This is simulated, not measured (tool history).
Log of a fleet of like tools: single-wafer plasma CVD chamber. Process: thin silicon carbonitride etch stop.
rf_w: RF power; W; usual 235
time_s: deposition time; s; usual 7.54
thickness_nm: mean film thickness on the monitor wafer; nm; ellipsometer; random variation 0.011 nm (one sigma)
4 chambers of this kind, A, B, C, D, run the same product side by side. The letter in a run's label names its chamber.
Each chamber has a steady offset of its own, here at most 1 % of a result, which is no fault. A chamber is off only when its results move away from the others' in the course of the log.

run   hour  rf_w  time_s  read-back reference wafer on the same gauge, thickness_nm  thickness_nm
 1A    2.2   235    7.54                                                     4.9994        4.4900
 2B    6.6   235    7.54                                                     5.0009        4.5181
 3D   10.0   235    7.54                                                     5.0035        4.5398
 4C   14.2   235    7.54                                                     4.9998        4.5237
 5A   17.4   235    7.54                                                     4.9992        4.4953
 6D   19.9   235    7.54                                                     4.9997        4.5342
 7C   23.9   235    7.54                                                     4.9977        4.5400
 8B   28.2   235    7.54                                                     5.0012        4.4848
 9A   31.5   235    7.54                                                     5.0008        4.5056
10B   34.7   235    7.54                                                     5.0009        4.5091
11C   38.6   235    7.54                                                     5.0008        4.5083
12D   41.7   235    7.54                                                     4.9991        4.5515
13A   44.0   235    7.54                                                     5.0020        4.5274
14B   47.8   210    7.54                                                     5.0013        4.3569
15D   50.1   210    7.54                                                     5.0042        4.4127
16C   52.7   210    7.54                                                     5.0054        4.3410
17D   55.3   210    7.54                                                     4.9967        4.3980
18C   59.6   235    7.01                                                     5.0036        4.1757
19A   62.0   235    7.01                                                     5.0014        4.1899
20B   64.0   235    7.01                                                     4.9977        4.1879
21C   68.3   235    7.01                                                     4.9989        4.1675
22B   71.3   235    7.54                                                     4.9968        4.5041
23A   75.1   275    8.28                                                     5.0000        5.1843
24D   77.8   275    8.28                                                     4.9992        5.2420
25C   80.5   275    8.28                                                     5.0006        5.1393
26A   82.6   275    8.28                                                     5.0014        5.1853
27B   86.0   235    7.54                                                     5.0019        4.5074
28D   89.1   235    7.54                                                     5.0001        4.5303
29A   93.1   235    7.54                                                     5.0003        4.4900
30D   95.6   235    7.54                                                     5.0024        4.5479
31B   97.8   235    7.54                                                     5.0009        4.4940
32C  101.0   235    7.54                                                     4.9982        4.4361
33D  103.8   235    7.54                                                     5.0011        4.5650
34B  107.9   235    7.54                                                     5.0011        4.5172
35C  110.1   235    7.54                                                     4.9983        4.4468
36A  113.0   235    8.72                                                     4.9982        5.2233
37D  115.9   235    8.72                                                     5.0033        5.2751
38B  119.8   235    8.72                                                     4.9996        5.2432
39A  121.8   235    8.72                                                     4.9977        5.1945
40C  124.3   235    7.54                                                     5.0026        4.4300
41D  128.6   235    7.54                                                     5.0016        4.5543
42C  131.4   235    7.54                                                     4.9998        4.4199
43A  134.8   235    7.54                                                     4.9988        4.4997
44B  138.2   235    7.54                                                     5.0015        4.5029

What goes on in this fleet: one chamber off, a drifting gauge, or nothing beyond the chambers' own small offsets? Name the chamber and the cause, if any.

Chamber C drifts away from the others.
Cause: delivered RF power below the setpoint (%) = 8.23.

Here are 4 candidates for chamber C's next run, each the usual settings with a change, their results left as question marks. Which one brings its results back in line with what the others give on the usual settings?
In line means no further than this from the other chambers' mean on the usual settings: thickness_nm 0.0380 nm
45C-1  141.4   240    7.81                                                                        ?
45C-2  141.4   205    7.54                                                                        ?
45C-3  141.4   215    7.54                                                                        ?
45C-4  141.4   235    7.71                                                                        ?

The other chambers' mean on the usual settings: thickness_nm 4.5176 nm
  run  thickness_nm
45C-1        4.6008
45C-2        4.2365
45C-3        4.2975
45C-4        4.5133
45C-4 brings the chamber back in line.
